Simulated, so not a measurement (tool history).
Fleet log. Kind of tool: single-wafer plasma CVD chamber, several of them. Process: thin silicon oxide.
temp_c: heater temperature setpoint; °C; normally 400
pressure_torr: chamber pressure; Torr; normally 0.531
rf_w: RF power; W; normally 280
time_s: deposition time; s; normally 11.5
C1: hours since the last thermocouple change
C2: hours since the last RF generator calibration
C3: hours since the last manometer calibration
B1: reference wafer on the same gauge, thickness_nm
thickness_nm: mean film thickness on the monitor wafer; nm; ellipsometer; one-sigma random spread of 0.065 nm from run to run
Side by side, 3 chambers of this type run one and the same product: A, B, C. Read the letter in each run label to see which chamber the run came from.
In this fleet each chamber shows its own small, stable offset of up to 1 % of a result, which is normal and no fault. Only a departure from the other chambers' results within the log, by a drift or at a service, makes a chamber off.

{"run": "1C", "hour": 8.6, "temp_c": 400, "pressure_torr": 0.531, "rf_w": 280, "time_s": 11.5, "C1": 12.3, "C2": 304.3, "C3": 353.5, "B1": 15.012, "thickness_nm": 13.413}
{"run": "2B", "hour": 14.7, "temp_c": 400, "pressure_torr": 0.531, "rf_w": 280, "time_s": 11.5, "C1": 558.6, "C2": 1207.3, "C3": 263.5, "B1": 14.975, "thickness_nm": 13.323}
{"run": "3A", "hour": 20.3, "temp_c": 400, "pressure_torr": 0.531, "rf_w": 280, "time_s": 11.5, "C1": 173.5, "C2": 79.8, "C3": 305.2, "B1": 15.001, "thickness_nm": 13.435}
{"run": "4B", "hour": 30.4, "temp_c": 400, "pressure_torr": 0.531, "rf_w": 280, "time_s": 11.5, "C1": 574.3, "C2": 1223.0, "C3": 279.2, "B1": 15.0, "thickness_nm": 13.491}
{"run": "5A", "hour": 39.5, "temp_c": 387, "pressure_torr": 0.442, "rf_w": 280, "time_s": 11.5, "C1": 192.7, "C2": 99.0, "C3": 324.4, "B1": 15.006, "thickness_nm": 10.862}
{"run": "6C", "hour": 45.8, "temp_c": 387, "pressure_torr": 0.442, "rf_w": 280, "time_s": 11.5, "C1": 49.5, "C2": 341.5, "C3": 390.7, "B1": 15.002, "thickness_nm": 10.905}
{"run": "7B", "hour": 52.1, "temp_c": 387, "pressure_torr": 0.442, "rf_w": 280, "time_s": 11.5, "C1": 596.0, "C2": 1244.7, "C3": 300.9, "B1": 14.999, "thickness_nm": 10.936}
{"run": "8A", "hour": 60.4, "temp_c": 400, "pressure_torr": 0.531, "rf_w": 280, "time_s": 11.5, "C1": 213.6, "C2": 119.9, "C3": 345.3, "B1": 14.982, "thickness_nm": 13.4}
{"run": "9C", "hour": 65.4, "temp_c": 400, "pressure_torr": 0.531, "rf_w": 280, "time_s": 11.5, "C1": 69.1, "C2": 361.1, "C3": 410.3, "B1": 14.987, "thickness_nm": 13.239}
{"run": "10B", "hour": 72.9, "temp_c": 400, "pressure_torr": 0.531, "rf_w": 280, "time_s": 11.5, "C1": 616.8, "C2": 1265.5, "C3": 321.7, "B1": 15.004, "thickness_nm": 13.371}
{"run": "11C", "hour": 77.6, "temp_c": 391, "pressure_torr": 0.531, "rf_w": 280, "time_s": 12.7, "C1": 81.3, "C2": 373.3, "C3": 422.5, "B1": 15.021, "thickness_nm": 14.799}
{"run": "12A", "hour": 83.2, "temp_c": 391, "pressure_torr": 0.531, "rf_w": 280, "time_s": 12.7, "C1": 236.4, "C2": 142.7, "C3": 368.1, "B1": 14.989, "thickness_nm": 14.892}
{"run": "13C", "hour": 89.3, "temp_c": 391, "pressure_torr": 0.531, "rf_w": 280, "time_s": 12.7, "C1": 93.0, "C2": 385.0, "C3": 434.2, "B1": 15.019, "thickness_nm": 14.823}
{"run": "14A", "hour": 96.5, "temp_c": 400, "pressure_torr": 0.531, "rf_w": 280, "time_s": 11.5, "C1": 249.7, "C2": 156.0, "C3": 381.4, "B1": 14.995, "thickness_nm": 13.504}
{"run": "15B", "hour": 106.2, "temp_c": 389, "pressure_torr": 0.591, "rf_w": 280, "time_s": 11.5, "C1": 650.1, "C2": 1298.8, "C3": 355.0, "B1": 15.009, "thickness_nm": 15.268}
{"run": "16B", "hour": 116.1, "temp_c": 389, "pressure_torr": 0.591, "rf_w": 280, "time_s": 11.5, "C1": 660.0, "C2": 1308.7, "C3": 364.9, "B1": 15.003, "thickness_nm": 15.196}
{"run": "17C", "hour": 121.9, "temp_c": 389, "pressure_torr": 0.591, "rf_w": 280, "time_s": 11.5, "C1": 125.6, "C2": 417.6, "C3": 466.8, "B1": 14.984, "thickness_nm": 14.931}
{"run": "18A", "hour": 132.4, "temp_c": 400, "pressure_torr": 0.531, "rf_w": 280, "time_s": 11.5, "C1": 285.6, "C2": 191.9, "C3": 417.3, "B1": 15.009, "thickness_nm": 13.391}
{"run": "19B", "hour": 142.4, "temp_c": 388, "pressure_torr": 0.531, "rf_w": 280, "time_s": 11.5, "C1": 686.3, "C2": 1335.0, "C3": 391.2, "B1": 14.999, "thickness_nm": 13.482}
{"run": "20C", "hour": 150.6, "temp_c": 388, "pressure_torr": 0.531, "rf_w": 280, "time_s": 11.5, "C1": 154.3, "C2": 446.3, "C3": 495.5, "B1": 15.006, "thickness_nm": 13.199}
{"run": "21A", "hour": 160.8, "temp_c": 388, "pressure_torr": 0.531, "rf_w": 280, "time_s": 11.5, "C1": 314.0, "C2": 220.3, "C3": 445.7, "B1": 14.987, "thickness_nm": 13.541}
{"run": "22B", "hour": 168.9, "temp_c": 400, "pressure_torr": 0.531, "rf_w": 280, "time_s": 11.5, "C1": 712.8, "C2": 1361.5, "C3": 417.7, "B1": 15.01, "thickness_nm": 13.416}
{"run": "23C", "hour": 177.5, "temp_c": 400, "pressure_torr": 0.531, "rf_w": 280, "time_s": 11.5, "C1": 181.2, "C2": 473.2, "C3": 522.4, "B1": 15.006, "thickness_nm": 13.077}
{"run": "24A", "hour": 187.3, "temp_c": 400, "pressure_torr": 0.531, "rf_w": 280, "time_s": 11.5, "C1": 340.5, "C2": 246.8, "C3": 472.2, "B1": 14.992, "thickness_nm": 13.407}
{"run": "25C", "hour": 193.4, "temp_c": 400, "pressure_torr": 0.531, "rf_w": 280, "time_s": 11.5, "C1": 197.1, "C2": 489.1, "C3": 538.3, "B1": 15.023, "thickness_nm": 12.982}
{"run": "26B", "hour": 198.6, "temp_c": 400, "pressure_torr": 0.531, "rf_w": 280, "time_s": 11.5, "C1": 742.5, "C2": 1391.2, "C3": 447.4, "B1": 14.995, "thickness_nm": 13.499}
{"run": "27A", "hour": 206.2, "temp_c": 400, "pressure_torr": 0.531, "rf_w": 280, "time_s": 11.5, "C1": 359.4, "C2": 265.7, "C3": 491.1, "B1": 14.991, "thickness_nm": 13.287}
{"run": "28B", "hour": 213.0, "temp_c": 400, "pressure_torr": 0.531, "rf_w": 280, "time_s": 11.5, "C1": 756.9, "C2": 1405.6, "C3": 461.8, "B1": 15.004, "thickness_nm": 13.517}
{"run": "29C", "hour": 219.1, "temp_c": 395, "pressure_torr": 0.531, "rf_w": 280, "time_s": 11.5, "C1": 222.8, "C2": 514.8, "C3": 564.0, "B1": 15.011, "thickness_nm": 12.993}
{"run": "30A", "hour": 224.7, "temp_c": 395, "pressure_torr": 0.531, "rf_w": 280, "time_s": 11.5, "C1": 377.9, "C2": 284.2, "C3": 509.6, "B1": 14.995, "thickness_nm": 13.334}
{"run": "31C", "hour": 231.5, "temp_c": 395, "pressure_torr": 0.531, "rf_w": 280, "time_s": 11.5, "C1": 235.2, "C2": 527.2, "C3": 576.4, "B1": 14.993, "thickness_nm": 12.875}

Next, all 3 chambers run the settings below, one line each with question marks for the results. What does each chamber give?
{"run": "32A", "hour": 239.2, "temp_c": 393, "pressure_torr": 0.531, "rf_w": 280, "time_s": 11.5, "thickness_nm": "?"}
{"run": "32B", "hour": 239.2, "temp_c": 393, "pressure_torr": 0.531, "rf_w": 280, "time_s": 11.5, "thickness_nm": "?"}
{"run": "32C", "hour": 239.2, "temp_c": 393, "pressure_torr": 0.531, "rf_w": 280, "time_s": 11.5, "thickness_nm": "?"}

run=32A thickness_nm=13.380
run=32B thickness_nm=13.508
run=32C thickness_nm=13.098

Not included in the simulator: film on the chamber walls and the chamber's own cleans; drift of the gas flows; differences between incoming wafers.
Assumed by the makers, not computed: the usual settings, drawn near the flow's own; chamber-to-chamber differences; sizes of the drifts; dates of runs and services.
